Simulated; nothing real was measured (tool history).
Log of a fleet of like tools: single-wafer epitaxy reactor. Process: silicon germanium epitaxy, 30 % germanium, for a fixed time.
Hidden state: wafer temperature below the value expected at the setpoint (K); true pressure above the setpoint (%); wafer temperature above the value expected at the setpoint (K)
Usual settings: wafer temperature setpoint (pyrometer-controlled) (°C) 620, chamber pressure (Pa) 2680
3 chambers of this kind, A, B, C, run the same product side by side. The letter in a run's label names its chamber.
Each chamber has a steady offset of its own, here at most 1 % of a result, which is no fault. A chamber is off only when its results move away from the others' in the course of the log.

run,day,wafer temperature setpoint (pyrometer-controlled) (°C),chamber pressure (Pa),hours since the last pyrometer calibration,hours since the last manometer calibration,"read-back reference wafer on the same gauge, thickness_nm",mean film thickness on the monitor wafer (Å)
# day 0.154: chamber B: capacitance manometer re-zeroed and calibrated
1A,0.338,620,2680,928.5,1406.1,70.304,839.06
2B,0.971,620,2680,1317.4,19.6,70.273,839.82
3C,1.417,620,2680,1284.0,2396.7,70.258,840.20
4B,1.767,620,2680,1336.5,38.7,70.263,839.38
5C,2.121,630,2253,1300.9,2413.6,70.243,937.77
6A,2.471,630,2253,979.7,1457.3,70.203,924.43
7C,2.975,630,2253,1321.4,2434.1,70.215,936.80
8A,3.546,620,2680,1005.5,1483.1,70.212,835.60
9B,3.979,620,3253,1389.6,91.8,70.197,903.95
10A,4.279,620,3253,1023.1,1500.7,70.163,905.00
11C,4.671,620,3253,1362.1,2474.8,70.169,906.29
12B,5.075,620,2680,1415.9,118.1,70.160,840.52
13B,5.438,620,2680,1424.6,126.8,70.146,839.08
14A,5.929,620,2680,1062.7,1540.3,70.138,836.91
15C,6.608,620,2680,1408.6,2521.3,70.159,839.96
16A,7.046,620,2106,1089.5,1567.1,70.093,757.83
17B,7.429,620,2106,1472.4,174.6,70.107,757.87
18C,8.067,620,2106,1443.6,2556.3,70.108,763.03
19A,8.650,620,2680,1128.0,1605.6,70.095,834.14
20C,9.050,620,2680,1467.2,2579.9,70.051,837.73
21B,9.483,620,2680,1521.7,223.9,70.025,837.31
22B,9.912,620,2680,1532.0,234.2,69.994,835.10
23A,10.558,620,2680,1173.8,1651.4,70.023,835.50
24C,10.917,620,2680,1512.0,2624.7,70.015,838.26
25B,11.512,620,2680,1570.4,272.6,70.009,835.82
26A,12.154,620,2680,1212.1,1689.7,70.011,834.69
# day 12.300: chamber B: pyrometer calibrated
27C,12.521,620,2680,1550.5,2663.2,69.975,836.79
# day 13.162: chamber A: capacitance manometer re-zeroed and calibrated
28C,13.167,620,2680,1566.0,2678.7,69.928,839.08
29B,13.692,630,3120,33.5,324.9,69.959,1051.00
30A,14.142,630,3120,1259.8,23.6,69.915,1048.40
31C,14.442,630,3120,1596.6,2709.3,69.938,1061.00
32A,14.996,620,2680,1280.3,44.1,69.929,832.79
33B,15.454,620,2680,75.8,367.2,69.926,835.49
34B,15.996,620,2680,88.8,380.2,69.881,834.31
35A,16.375,629,2680,1313.4,77.2,69.873,969.74

What goes on in this fleet: one chamber off, a drifting gauge, or nothing beyond the chambers' own small offsets? Name the chamber and the cause, if any.

The gauge drifts, so all chambers seem to drift together. No chamber is off.
Cause: gauge reads low (%) = 0.627.

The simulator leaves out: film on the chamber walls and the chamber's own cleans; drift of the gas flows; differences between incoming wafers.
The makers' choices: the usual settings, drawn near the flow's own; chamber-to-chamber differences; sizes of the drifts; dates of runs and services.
